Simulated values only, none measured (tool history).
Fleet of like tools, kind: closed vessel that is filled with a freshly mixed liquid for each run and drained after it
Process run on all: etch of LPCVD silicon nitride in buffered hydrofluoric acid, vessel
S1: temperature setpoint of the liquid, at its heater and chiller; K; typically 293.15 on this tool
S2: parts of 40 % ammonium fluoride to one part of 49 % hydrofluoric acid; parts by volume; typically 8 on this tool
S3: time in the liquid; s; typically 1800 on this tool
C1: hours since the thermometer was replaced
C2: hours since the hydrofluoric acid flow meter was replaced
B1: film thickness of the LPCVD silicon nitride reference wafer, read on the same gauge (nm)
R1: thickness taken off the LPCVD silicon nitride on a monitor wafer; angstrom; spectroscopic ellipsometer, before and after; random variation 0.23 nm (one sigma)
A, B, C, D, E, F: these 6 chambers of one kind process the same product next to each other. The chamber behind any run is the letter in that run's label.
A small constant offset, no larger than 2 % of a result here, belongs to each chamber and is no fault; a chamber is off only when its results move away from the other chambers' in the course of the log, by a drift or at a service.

Run 1E, hour 9.5: usual settings; C1 1796.1; C2 295.7; B1 49.984. Result: R1 242.38 angstrom.
Run 2B, hour 14.3: usual settings; C1 1277; C2 344.9; B1 49.981. Result: R1 242.04 angstrom.
Run 3C, hour 23.8: usual settings; C1 816.6; C2 1579.3; B1 49.972. Result: R1 238.48 angstrom.
Run 4A, hour 29.6: usual settings; C1 750.6; C2 50.1; B1 50.007. Result: R1 244.75 angstrom.
Run 5F, hour 36.7: usual settings; C1 1764.4; C2 180.3; B1 49.963. Result: R1 248.82 angstrom.
Run 6D, hour 44.7: usual settings; C1 348.5; C2 2038.3; B1 50.004. Result: R1 249.44 angstrom.
Run 7D, hour 51.9: usual settings but S2 6 parts by volume; C1 355.7; C2 2045.5; B1 49.981. Result: R1 322.31 angstrom.
Run 8C, hour 59: usual settings but S2 6 parts by volume; C1 851.8; C2 1614.5; B1 50.003. Result: R1 316.99 angstrom.
Run 9F, hour 64.6: usual settings but S2 6 parts by volume; C1 1792.3; C2 208.2; B1 50.011. Result: R1 322.94 angstrom.
Run 10E, hour 72.8: usual settings but S2 6 parts by volume; C1 1859.4; C2 359; B1 50.006. Result: R1 317.53 angstrom.
Run 11A, hour 81: usual settings but S2 6 parts by volume; C1 802; C2 101.5; B1 50.008. Result: R1 317.13 angstrom.
Run 12B, hour 91: usual settings but S2 6 parts by volume; C1 1353.7; C2 421.6; B1 50.009. Result: R1 327.09 angstrom.
Run 13A, hour 97.8: usual settings; C1 818.8; C2 118.3; B1 50.03. Result: R1 242.56 angstrom.
Run 14E, hour 104: usual settings; C1 1890.6; C2 390.2; B1 49.976. Result: R1 248.44 angstrom.
Run 15D, hour 108.8: usual settings; C1 412.6; C2 2102.4; B1 50.019. Result: R1 242.53 angstrom.
Run 16F, hour 115.4: usual settings; C1 1843.1; C2 259; B1 50.013. Result: R1 254.17 angstrom.
Run 17B, hour 120.6: usual settings; C1 1383.3; C2 451.2; B1 49.988. Result: R1 245.29 angstrom.
At hour 129.7: chamber D: hydrofluoric acid flow meter replaced.
Run 18C, hour 130.8: usual settings; C1 923.6; C2 1686.3; B1 50.012. Result: R1 243.11 angstrom.
Run 19E, hour 136.2: usual settings; C1 1922.8; C2 422.4; B1 50.007. Result: R1 242.56 angstrom.
Run 20F, hour 142: usual settings; C1 1869.7; C2 285.6; B1 50.004. Result: R1 252.87 angstrom.
Run 21D, hour 148.2: usual settings; C1 452; C2 18.6; B1 50.025. Result: R1 247.2 angstrom.
Run 22A, hour 154.1: usual settings; C1 875.1; C2 174.6; B1 49.993. Result: R1 239.93 angstrom.
Run 23C, hour 161: usual settings; C1 953.8; C2 1716.5; B1 49.997. Result: R1 235.76 angstrom.
At hour 166.8: chamber E: thermometer replaced.
Run 24B, hour 170.4: usual settings; C1 1433.1; C2 501; B1 49.999. Result: R1 245.03 angstrom.
Run 25D, hour 178: usual settings; C1 481.8; C2 48.4; B1 49.993. Result: R1 242.55 angstrom.
Run 26F, hour 185.8: usual settings; C1 1913.5; C2 329.4; B1 49.997. Result: R1 256.23 angstrom.
Run 27C, hour 195: usual settings; C1 987.8; C2 1750.5; B1 50.007. Result: R1 237.77 angstrom.
Run 28B, hour 199.6: usual settings; C1 1462.3; C2 530.2; B1 49.985. Result: R1 242.69 angstrom.
Run 29A, hour 206.8: usual settings; C1 927.8; C2 227.3; B1 49.984. Result: R1 243.72 angstrom.
Run 30E, hour 212.4: usual settings; C1 45.6; C2 498.6; B1 49.964. Result: R1 238.37 angstrom.
Run 31F, hour 219: usual settings; C1 1946.7; C2 362.6; B1 49.989. Result: R1 260.2 angstrom.
Run 32A, hour 226.7: usual settings; C1 947.7; C2 247.2; B1 49.983. Result: R1 245.45 angstrom.
Run 33D, hour 231.4: usual settings; C1 535.2; C2 101.8; B1 50.009. Result: R1 243.28 angstrom.
Run 34E, hour 237.8: usual settings; C1 71; C2 524; B1 49.977. Result: R1 244.47 angstrom.
Run 35C, hour 244.5: usual settings; C1 1037.3; C2 1800; B1 49.998. Result: R1 240.56 angstrom.
Run 36B, hour 249.2: usual settings; C1 1511.9; C2 579.8; B1 49.973. Result: R1 242.22 angstrom.
Run 37D, hour 256.5: usual settings; C1 560.3; C2 126.9; B1 50.003. Result: R1 246.01 angstrom.
Run 38A, hour 265.7: usual settings; C1 986.7; C2 286.2; B1 50. Result: R1 245.57 angstrom.
Run 39C, hour 272.6: usual settings; C1 1065.4; C2 1828.1; B1 50.021. Result: R1 240.36 angstrom.

Next, all 6 chambers run the settings below, one line each with question marks for the results. What does each chamber give?
Run 40A, hour 280: usual settings but S2 6 parts by volume. Result: R1 ?.
Run 40B, hour 280: usual settings but S2 6 parts by volume. Result: R1 ?.
Run 40C, hour 280: usual settings but S2 6 parts by volume. Result: R1 ?.
Run 40D, hour 280: usual settings but S2 6 parts by volume. Result: R1 ?.
Run 40E, hour 280: usual settings but S2 6 parts by volume. Result: R1 ?.
Run 40F, hour 280: usual settings but S2 6 parts by volume. Result: R1 ?.

run      R1
40A   318.7
40B  320.53
40C  318.25
40D   324.3
40E  321.02
40F  345.95
